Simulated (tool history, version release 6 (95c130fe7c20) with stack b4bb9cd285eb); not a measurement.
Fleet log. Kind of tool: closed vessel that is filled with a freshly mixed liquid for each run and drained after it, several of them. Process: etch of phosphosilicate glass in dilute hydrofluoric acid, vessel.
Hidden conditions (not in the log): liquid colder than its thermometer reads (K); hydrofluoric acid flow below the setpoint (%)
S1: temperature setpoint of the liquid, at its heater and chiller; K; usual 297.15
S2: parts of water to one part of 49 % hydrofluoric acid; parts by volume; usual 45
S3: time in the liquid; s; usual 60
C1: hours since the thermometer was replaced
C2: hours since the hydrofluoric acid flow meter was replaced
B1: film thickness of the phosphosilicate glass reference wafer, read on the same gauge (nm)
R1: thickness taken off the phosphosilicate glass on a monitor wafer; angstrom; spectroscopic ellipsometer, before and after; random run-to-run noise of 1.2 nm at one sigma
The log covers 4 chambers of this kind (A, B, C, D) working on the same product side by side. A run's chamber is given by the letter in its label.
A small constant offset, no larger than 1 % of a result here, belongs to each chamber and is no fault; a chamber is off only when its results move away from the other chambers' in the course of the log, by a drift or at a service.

run,hour,S1,S2,S3,C1,C2,B1,R1
1B,3.2,297.15,45,60,1500.6,56,29.992,1396.7
# hour 3.3: chamber C: thermometer replaced
2D,5.1,297.15,45,60,525.3,2371.4,30.008,1378.2
3C,8.7,297.15,45,60,5.5,976.1,29.992,1376.3
4A,11,297.15,45,60,715.5,425.6,29.969,1378.9
5B,14.7,297.15,45,60,1512.1,67.5,30.012,1398.2
6A,18.4,297.15,65,35,722.9,433,30.043,539.37
7D,22,297.15,65,35,542.2,2388.3,30.024,552.36
8C,24.7,297.15,65,35,21.5,992.1,29.984,539.57
9B,28.2,297.15,65,35,1525.6,81,29.993,537.15
10D,31.4,297.15,45,60,551.6,2397.7,29.993,1384.9
11A,34.2,297.15,45,60,738.7,448.8,29.975,1377.7
12C,36.1,297.15,45,60,32.9,1003.5,29.96,1353.3
13D,38,297.15,45,60,558.2,2404.3,30.006,1365.3
14B,40.5,297.15,45,60,1537.9,93.3,29.98,1396.8
15C,43.1,297.15,45,60,39.9,1010.5,30.006,1377.8
16A,46.1,297.15,45,60,750.6,460.7,29.994,1408.9
17D,49.6,301.65,45,30,569.8,2415.9,29.968,815.24
18C,53.7,301.65,45,30,50.5,1021.1,30.015,825.79
19B,57.7,301.65,45,30,1555.1,110.5,30.013,844.36
20A,60.4,301.65,45,30,764.9,475,30.032,818.27
21A,64.5,297.15,45,60,769,479.1,30.035,1367.5
22D,67.3,295.65,45,60,587.5,2433.6,29.981,1293.2
23B,69.8,295.65,45,60,1567.2,122.6,30.016,1307.7
24C,73.7,295.65,45,60,70.5,1041.1,30.005,1281.6
25B,77.4,295.65,45,60,1574.8,130.2,30.035,1301.6
# hour 81.2: chamber D: hydrofluoric acid flow meter replaced
26D,81.3,297.15,45,60,601.5,0.1,29.983,1367.8
27C,84.4,297.15,45,60,81.2,1051.8,30.009,1373
28A,86.8,297.15,45,60,791.3,501.4,30.007,1314.6
29A,89.3,297.15,45,60,793.8,503.9,29.953,1324.8
30C,93.1,297.15,45,60,89.9,1060.5,30.006,1363.6
31B,95.4,297.15,45,60,1592.8,148.2,29.98,1384.6
32D,98.6,297.15,45,60,618.8,17.4,29.963,1385.9
33D,101.4,297.15,45,60,621.6,20.2,30.003,1349.7
34A,104.9,297.15,45,60,809.4,519.5,30.007,1303.9
35C,107,299.65,45,35,103.8,1074.4,29.979,883.9
36B,109.9,299.65,45,35,1607.3,162.7,30.015,902.93
37C,112.1,299.65,45,35,108.9,1079.5,29.967,877.93
38A,116.1,299.65,45,35,820.6,530.7,29.999,839.35
39D,120,297.15,40,60,640.2,38.8,29.988,1547.1
40B,122.9,297.15,40,60,1620.3,175.7,29.963,1589.2
41D,126.6,297.15,40,60,646.8,45.4,30.026,1566.2
42C,129.9,297.15,40,60,126.7,1097.3,29.973,1531.8
43B,131.9,297.15,45,60,1629.3,184.7,29.983,1399

All chambers now run identical settings, listed one chamber a line with results as question marks. What results will each chamber show?
44A,135,297.15,45,85,,,,?
44B,135,297.15,45,85,,,,?
44C,135,297.15,45,85,,,,?
44D,135,297.15,45,85,,,,?

run,R1
44A,1770.5
44B,1977
44C,1940.8
44D,1949.2
